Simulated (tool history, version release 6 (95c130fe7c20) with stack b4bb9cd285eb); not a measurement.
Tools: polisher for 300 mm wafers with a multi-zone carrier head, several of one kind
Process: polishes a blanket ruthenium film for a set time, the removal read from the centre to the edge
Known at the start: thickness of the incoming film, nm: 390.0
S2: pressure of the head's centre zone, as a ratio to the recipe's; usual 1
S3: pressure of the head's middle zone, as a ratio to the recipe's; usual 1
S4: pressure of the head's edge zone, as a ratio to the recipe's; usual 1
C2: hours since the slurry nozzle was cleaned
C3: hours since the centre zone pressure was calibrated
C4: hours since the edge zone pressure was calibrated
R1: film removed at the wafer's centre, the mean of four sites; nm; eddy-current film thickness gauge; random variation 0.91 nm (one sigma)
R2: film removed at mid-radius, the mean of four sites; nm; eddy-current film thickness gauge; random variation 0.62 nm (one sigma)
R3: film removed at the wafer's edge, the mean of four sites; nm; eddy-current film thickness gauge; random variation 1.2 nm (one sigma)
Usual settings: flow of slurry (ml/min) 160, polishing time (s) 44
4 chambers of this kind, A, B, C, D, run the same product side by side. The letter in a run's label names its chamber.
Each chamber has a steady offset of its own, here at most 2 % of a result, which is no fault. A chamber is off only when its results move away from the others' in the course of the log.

{"run": "1B", "hour": 5.2, "flow of slurry (ml/min)": 160, "S2": 1, "S3": 1, "S4": 1, "polishing time (s)": 44, "wafers polished on this pad": 83, "C2": 211.7, "C3": 957.4, "C4": 1104.2, "R1": 91.78, "R2": 89.972, "R3": 90.258}
{"run": "2A", "hour": 10.3, "flow of slurry (ml/min)": 160, "S2": 1, "S3": 1, "S4": 1, "polishing time (s)": 44, "wafers polished on this pad": 308, "C2": 755.6, "C3": 46.7, "C4": 693.9, "R1": 89.813, "R2": 91.467, "R3": 90.419}
{"run": "3D", "hour": 15.1, "flow of slurry (ml/min)": 160, "S2": 1, "S3": 1, "S4": 1, "polishing time (s)": 44, "wafers polished on this pad": 443, "C2": 72.2, "C3": 335.6, "C4": 404.6, "R1": 89.857, "R2": 91.259, "R3": 89.328}
{"run": "4C", "hour": 18.1, "flow of slurry (ml/min)": 160, "S2": 1, "S3": 1, "S4": 1, "polishing time (s)": 44, "wafers polished on this pad": 719, "C2": 275, "C3": 212.2, "C4": 329.5, "R1": 90.894, "R2": 88.549, "R3": 91.785}
{"run": "5A", "hour": 22.7, "flow of slurry (ml/min)": 160, "S2": 1, "S3": 1, "S4": 1, "polishing time (s)": 44, "wafers polished on this pad": 442, "C2": 768, "C3": 59.1, "C4": 706.3, "R1": 90.18, "R2": 91.852, "R3": 90.793}
{"hour": 24.4, "done": "chamber A: slurry nozzle cleaned"}
{"hour": 25.2, "done": "chamber A: edge zone pressure recalibrated"}
{"run": "6C", "hour": 27.8, "flow of slurry (ml/min)": 160, "S2": 1, "S3": 1, "S4": 1, "polishing time (s)": 44, "wafers polished on this pad": 825, "C2": 284.7, "C3": 221.9, "C4": 339.2, "R1": 91.668, "R2": 88.78, "R3": 87.956}
{"hour": 30.1, "done": "chamber C: worn pad replaced by a new one"}
{"run": "7D", "hour": 31.7, "flow of slurry (ml/min)": 160, "S2": 1, "S3": 1, "S4": 1, "polishing time (s)": 44, "wafers polished on this pad": 624, "C2": 88.8, "C3": 352.2, "C4": 421.2, "R1": 91.391, "R2": 90.35, "R3": 90.801}
{"run": "8B", "hour": 35.4, "flow of slurry (ml/min)": 135, "S2": 1, "S3": 1, "S4": 1, "polishing time (s)": 44, "wafers polished on this pad": 411, "C2": 241.9, "C3": 987.6, "C4": 1134.4, "R1": 87.327, "R2": 88.086, "R3": 89.658}
{"run": "9B", "hour": 41.1, "flow of slurry (ml/min)": 135, "S2": 1, "S3": 1, "S4": 1, "polishing time (s)": 44, "wafers polished on this pad": 473, "C2": 247.6, "C3": 993.3, "C4": 1140.1, "R1": 86.51, "R2": 88.285, "R3": 88.917}
{"run": "10C", "hour": 44.6, "flow of slurry (ml/min)": 135, "S2": 1, "S3": 1, "S4": 1, "polishing time (s)": 44, "wafers polished on this pad": 157, "C2": 301.5, "C3": 238.7, "C4": 356, "R1": 88.533, "R2": 87.626, "R3": 87.256}
{"run": "11A", "hour": 49.0, "flow of slurry (ml/min)": 135, "S2": 1, "S3": 1, "S4": 1, "polishing time (s)": 44, "wafers polished on this pad": 729, "C2": 24.6, "C3": 85.4, "C4": 23.8, "R1": 86.991, "R2": 88.728, "R3": 88.567}
{"run": "12D", "hour": 54.2, "flow of slurry (ml/min)": 160, "S2": 1, "S3": 1, "S4": 1, "polishing time (s)": 44, "wafers polished on this pad": 869, "C2": 111.3, "C3": 374.7, "C4": 443.7, "R1": 91.086, "R2": 92.055, "R3": 93.735}
{"run": "13A", "hour": 57.9, "flow of slurry (ml/min)": 160, "S2": 1, "S3": 1, "S4": 1, "polishing time (s)": 44, "wafers polished on this pad": 826, "C2": 33.5, "C3": 94.3, "C4": 32.7, "R1": 90.756, "R2": 91.624, "R3": 89.386}
{"hour": 62.0, "done": "chamber B: centre zone pressure recalibrated"}
{"run": "14D", "hour": 62.5, "flow of slurry (ml/min)": 160, "S2": 1, "S3": 1, "S4": 1, "polishing time (s)": 44, "wafers polished on this pad": 959, "C2": 119.6, "C3": 383, "C4": 452, "R1": 90.885, "R2": 90.691, "R3": 89.642}
{"run": "15B", "hour": 67.7, "flow of slurry (ml/min)": 160, "S2": 1, "S3": 1, "S4": 1, "polishing time (s)": 44, "wafers polished on this pad": 763, "C2": 274.2, "C3": 5.7, "C4": 1166.7, "R1": 98.974, "R2": 90.791, "R3": 91.361}
{"run": "16C", "hour": 70.6, "flow of slurry (ml/min)": 160, "S2": 1, "S3": 1, "S4": 1, "polishing time (s)": 44, "wafers polished on this pad": 440, "C2": 327.5, "C3": 264.7, "C4": 382, "R1": 89.036, "R2": 89.656, "R3": 91.508}
{"hour": 71.3, "done": "chamber A: worn pad replaced by a new one"}
{"run": "17C", "hour": 74.5, "flow of slurry (ml/min)": 160, "S2": 1, "S3": 1, "S4": 1, "polishing time (s)": 44, "wafers polished on this pad": 483, "C2": 331.4, "C3": 268.6, "C4": 385.9, "R1": 93.45, "R2": 88.498, "R3": 90.489}
{"run": "18D", "hour": 77.9, "flow of slurry (ml/min)": 160, "S2": 1, "S3": 1, "S4": 1.1, "polishing time (s)": 44, "wafers polished on this pad": 1127, "C2": 135, "C3": 398.4, "C4": 467.4, "R1": 90.572, "R2": 90.466, "R3": 94.325}
{"run": "19A", "hour": 81.0, "flow of slurry (ml/min)": 160, "S2": 1, "S3": 1, "S4": 1.1, "polishing time (s)": 44, "wafers polished on this pad": 106, "C2": 56.6, "C3": 117.4, "C4": 55.8, "R1": 89.035, "R2": 91.481, "R3": 95.231}
{"run": "20B", "hour": 84.5, "flow of slurry (ml/min)": 160, "S2": 1, "S3": 1, "S4": 1.1, "polishing time (s)": 44, "wafers polished on this pad": 946, "C2": 291, "C3": 22.5, "C4": 1183.5, "R1": 97.768, "R2": 89.911, "R3": 95.684}
{"hour": 85.2, "done": "chamber B: slurry nozzle cleaned"}
{"run": "21D", "hour": 88.9, "flow of slurry (ml/min)": 160, "S2": 1, "S3": 1, "S4": 1.1, "polishing time (s)": 44, "wafers polished on this pad": 1246, "C2": 146, "C3": 409.4, "C4": 478.4, "R1": 90.59, "R2": 90.966, "R3": 95.675}
{"hour": 92.4, "done": "chamber B: worn pad replaced by a new one"}
{"run": "22C", "hour": 92.8, "flow of slurry (ml/min)": 160, "S2": 1, "S3": 1, "S4": 1, "polishing time (s)": 44, "wafers polished on this pad": 682, "C2": 349.7, "C3": 286.9, "C4": 404.2, "R1": 92.305, "R2": 91.2, "R3": 91.56}
{"run": "23A", "hour": 95.7, "flow of slurry (ml/min)": 160, "S2": 1, "S3": 1, "S4": 1, "polishing time (s)": 44, "wafers polished on this pad": 266, "C2": 71.3, "C3": 132.1, "C4": 70.5, "R1": 89.723, "R2": 92.018, "R3": 91.859}
{"run": "24B", "hour": 98.9, "flow of slurry (ml/min)": 160, "S2": 1, "S3": 1, "S4": 1, "polishing time (s)": 44, "wafers polished on this pad": 71, "C2": 13.8, "C3": 36.9, "C4": 1197.9, "R1": 97.062, "R2": 90.572, "R3": 90.956}
{"hour": 99.7, "done": "chamber D: worn pad replaced by a new one"}
{"run": "25B", "hour": 103.3, "flow of slurry (ml/min)": 160, "S2": 1, "S3": 1, "S4": 1, "polishing time (s)": 44, "wafers polished on this pad": 119, "C2": 18.2, "C3": 41.3, "C4": 1202.3, "R1": 99.605, "R2": 89.838, "R3": 90.936}
{"run": "26D", "hour": 108.3, "flow of slurry (ml/min)": 160, "S2": 1, "S3": 1, "S4": 1, "polishing time (s)": 44, "wafers polished on this pad": 94, "C2": 165.4, "C3": 428.8, "C4": 497.8, "R1": 89.779, "R2": 91.006, "R3": 88.575}
{"hour": 113.9, "done": "chamber C: worn pad replaced by a new one"}
{"run": "27A", "hour": 114.1, "flow of slurry (ml/min)": 160, "S2": 0.92, "S3": 1, "S4": 1, "polishing time (s)": 44, "wafers polished on this pad": 466, "C2": 89.7, "C3": 150.5, "C4": 88.9, "R1": 82.144, "R2": 91.538, "R3": 90.873}
{"run": "28C", "hour": 118.6, "flow of slurry (ml/min)": 160, "S2": 0.92, "S3": 1, "S4": 1, "polishing time (s)": 44, "wafers polished on this pad": 51, "C2": 375.5, "C3": 312.7, "C4": 430, "R1": 83.283, "R2": 90.045, "R3": 89.403}
{"run": "29C", "hour": 122.2, "flow of slurry (ml/min)": 160, "S2": 0.92, "S3": 1, "S4": 1, "polishing time (s)": 44, "wafers polished on this pad": 90, "C2": 379.1, "C3": 316.3, "C4": 433.6, "R1": 83.105, "R2": 90.027, "R3": 90.406}
{"run": "30D", "hour": 127.4, "flow of slurry (ml/min)": 160, "S2": 0.92, "S3": 1, "S4": 1, "polishing time (s)": 44, "wafers polished on this pad": 302, "C2": 184.5, "C3": 447.9, "C4": 516.9, "R1": 84.236, "R2": 91.31, "R3": 89.639}
{"run": "31B", "hour": 131.4, "flow of slurry (ml/min)": 160, "S2": 1, "S3": 1, "S4": 1, "polishing time (s)": 44, "wafers polished on this pad": 425, "C2": 46.3, "C3": 69.4, "C4": 1230.4, "R1": 97.162, "R2": 90.449, "R3": 89.552}
{"run": "32A", "hour": 135.5, "flow of slurry (ml/min)": 160, "S2": 1, "S3": 1, "S4": 1, "polishing time (s)": 44, "wafers polished on this pad": 699, "C2": 111.1, "C3": 171.9, "C4": 110.3, "R1": 90.623, "R2": 91.329, "R3": 90.299}
{"run": "33A", "hour": 141.6, "flow of slurry (ml/min)": 160, "S2": 1, "S3": 1, "S4": 1, "polishing time (s)": 44, "wafers polished on this pad": 766, "C2": 117.2, "C3": 178, "C4": 116.4, "R1": 91.08, "R2": 90.929, "R3": 90.814}
{"run": "34D", "hour": 145.8, "flow of slurry (ml/min)": 160, "S2": 1, "S3": 1, "S4": 1, "polishing time (s)": 44, "wafers polished on this pad": 502, "C2": 202.9, "C3": 466.3, "C4": 535.3, "R1": 90.594, "R2": 90.024, "R3": 92.639}

Is one chamber off against the others, does the gauge drift, or is nothing wrong? If a chamber is off, say which, and what the likeliest cause is.

A service left chamber B off against the others.
Cause: centre zone's pressure above its setpoint, % = 8.16.

Here are 4 candidates for chamber B's next run, each the usual settings with a change, their results left as question marks. Which one brings its results back in line with what the others give on the usual settings?
In line means no further than this from the other chambers' mean on the usual settings: R1 3.2 nm; R2 2.2 nm; R3 4 nm
{"run": "35B-1", "hour": 150.2, "flow of slurry (ml/min)": 170, "S2": 1.11, "S3": 0.97, "S4": 0.96, "polishing time (s)": 45, "R1": "?", "R2": "?", "R3": "?"}
{"run": "35B-2", "hour": 150.2, "flow of slurry (ml/min)": 155, "S2": 0.94, "S3": 1.01, "S4": 1.02, "polishing time (s)": 44, "R1": "?", "R2": "?", "R3": "?"}
{"run": "35B-3", "hour": 150.2, "flow of slurry (ml/min)": 150, "S2": 0.89, "S3": 1.03, "S4": 1.04, "polishing time (s)": 43, "R1": "?", "R2": "?", "R3": "?"}
{"run": "35B-4", "hour": 150.2, "flow of slurry (ml/min)": 165, "S2": 1.07, "S3": 0.99, "S4": 0.98, "polishing time (s)": 44, "R1": "?", "R2": "?", "R3": "?"}

The other chambers' mean on the usual settings: R1 90.642 nm; R2 90.525 nm; R3 90.453 nm
run=35B-1 R1=114.34 R2=91.38 R3=91.674
run=35B-2 R1=91.771 R2=91.305 R3=91.359
run=35B-3 R1=83.932 R2=90.319 R3=89.777
run=35B-4 R1=106.88 R2=90.589 R3=90.229
35B-2 brings the chamber back in line.

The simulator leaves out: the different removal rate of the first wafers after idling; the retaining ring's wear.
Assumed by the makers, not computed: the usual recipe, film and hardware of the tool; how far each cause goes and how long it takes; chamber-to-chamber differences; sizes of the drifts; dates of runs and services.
